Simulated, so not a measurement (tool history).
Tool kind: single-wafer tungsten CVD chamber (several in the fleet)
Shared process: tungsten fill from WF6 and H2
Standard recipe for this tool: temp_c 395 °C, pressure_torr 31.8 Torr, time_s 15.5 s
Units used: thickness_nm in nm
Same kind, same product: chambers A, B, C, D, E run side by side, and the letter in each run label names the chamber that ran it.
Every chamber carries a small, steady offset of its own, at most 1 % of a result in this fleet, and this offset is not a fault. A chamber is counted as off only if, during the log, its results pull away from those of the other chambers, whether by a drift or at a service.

run,hour,temp_c,pressure_torr,time_s,"read-back reference wafer on the same gauge, thickness_nm",thickness_nm
1E,4.7,395,31.8,15.5,34.691,42.229
2D,12.8,395,31.8,15.5,34.695,42.174
3A,20.5,395,31.8,15.5,34.726,41.762
4B,28.1,395,31.8,15.5,34.708,42.313
5C,35.2,395,39.5,15.5,34.707,46.535
6A,41.8,395,39.5,15.5,34.674,46.253
7E,49.7,395,39.5,15.5,34.712,46.55
8B,55.8,395,39.5,15.5,34.693,47.185
9C,61.2,395,39.5,15.5,34.682,46.639
10D,66.1,395,31.8,15.5,34.702,41.786
11A,71.5,395,31.8,15.5,34.661,41.724
12B,76.8,395,31.8,15.5,34.713,42.472
13C,81.6,395,31.8,13.5,34.679,36.648
14E,89.6,395,31.8,13.5,34.707,36.575
15D,95.1,395,31.8,13.5,34.675,36.431
16C,100.3,395,31.8,13.5,34.685,36.461
17D,105.7,395,31.8,13.5,34.723,36.222
# hour 110: chamber E: capacitance manometer re-zeroed and calibrated
18A,112.2,395,35.3,17.2,34.708,48.679
19E,118.1,395,35.3,17.2,34.684,49.264
20B,124.2,395,35.3,17.2,34.673,49.525
21A,128.5,395,35.3,17.2,34.728,48.572
22B,135.7,395,35.3,17.2,34.69,49.717
23E,142,395,31.8,15.5,34.673,42.078
24D,146.6,395,29.3,15.5,34.688,39.871
25C,153,395,29.3,15.5,34.691,40.423
26B,161.3,395,29.3,15.5,34.684,40.904
27C,168,395,29.3,15.5,34.701,40.159
28E,173.6,395,29.3,15.5,34.712,40.455
29D,180.4,395,31.8,15.5,34.712,41.21
30A,184.2,395,31.8,15.5,34.667,42.101
31E,192.1,395,31.8,15.5,34.723,41.975
32D,196.7,395,31.8,15.5,34.701,41.197
33B,203.6,395,34.6,15.5,34.67,44.186
34A,211.4,395,34.6,15.5,34.694,43.347
35C,218.9,395,34.6,15.5,34.726,43.648
# hour 223.2: chamber A: capacitance manometer re-zeroed and calibrated
36C,225.3,395,34.6,15.5,34.701,43.882
37E,233.1,395,34.6,15.5,34.719,43.737
38B,239.5,395,31.8,15.5,34.681,42.421
39A,243.8,395,31.8,15.5,34.712,41.913
40D,248.6,395,31.8,15.5,34.693,40.946

Is one chamber off against the others, does the gauge drift, or is nothing wrong? If a chamber is off, say which, and what the likeliest cause is.

Little by little, chamber D moves away from the other chambers.
Cause: true pressure below the setpoint (%) = 4.88.
From this log alone, it may not be told apart from: wafer temperature below the value expected at the setpoint (K).

Chamber D could run next with any of the 4 candidate recipes listed below; each alters the usual settings, and their results appear as question marks. Which one brings its results back in line with what the other chambers deliver on the usual settings?
Maximum distance from the other chambers' mean on the usual settings for a result to count as in line: thickness_nm 0.45 nm
41D-1,254.5,394,31.6,15.4,,?
41D-2,254.5,393,31.8,15.2,,?
41D-3,254.5,397,31.8,15.8,,?
41D-4,254.5,396,32.1,15.5,,?

Usual-settings mean across the other chambers: thickness_nm 42.092 nm
run,thickness_nm
41D-1,39.944
41D-2,38.792
41D-3,43.531
41D-4,42.085
The answer is 41D-4, which returns the chamber to within the allowed miss of the others.
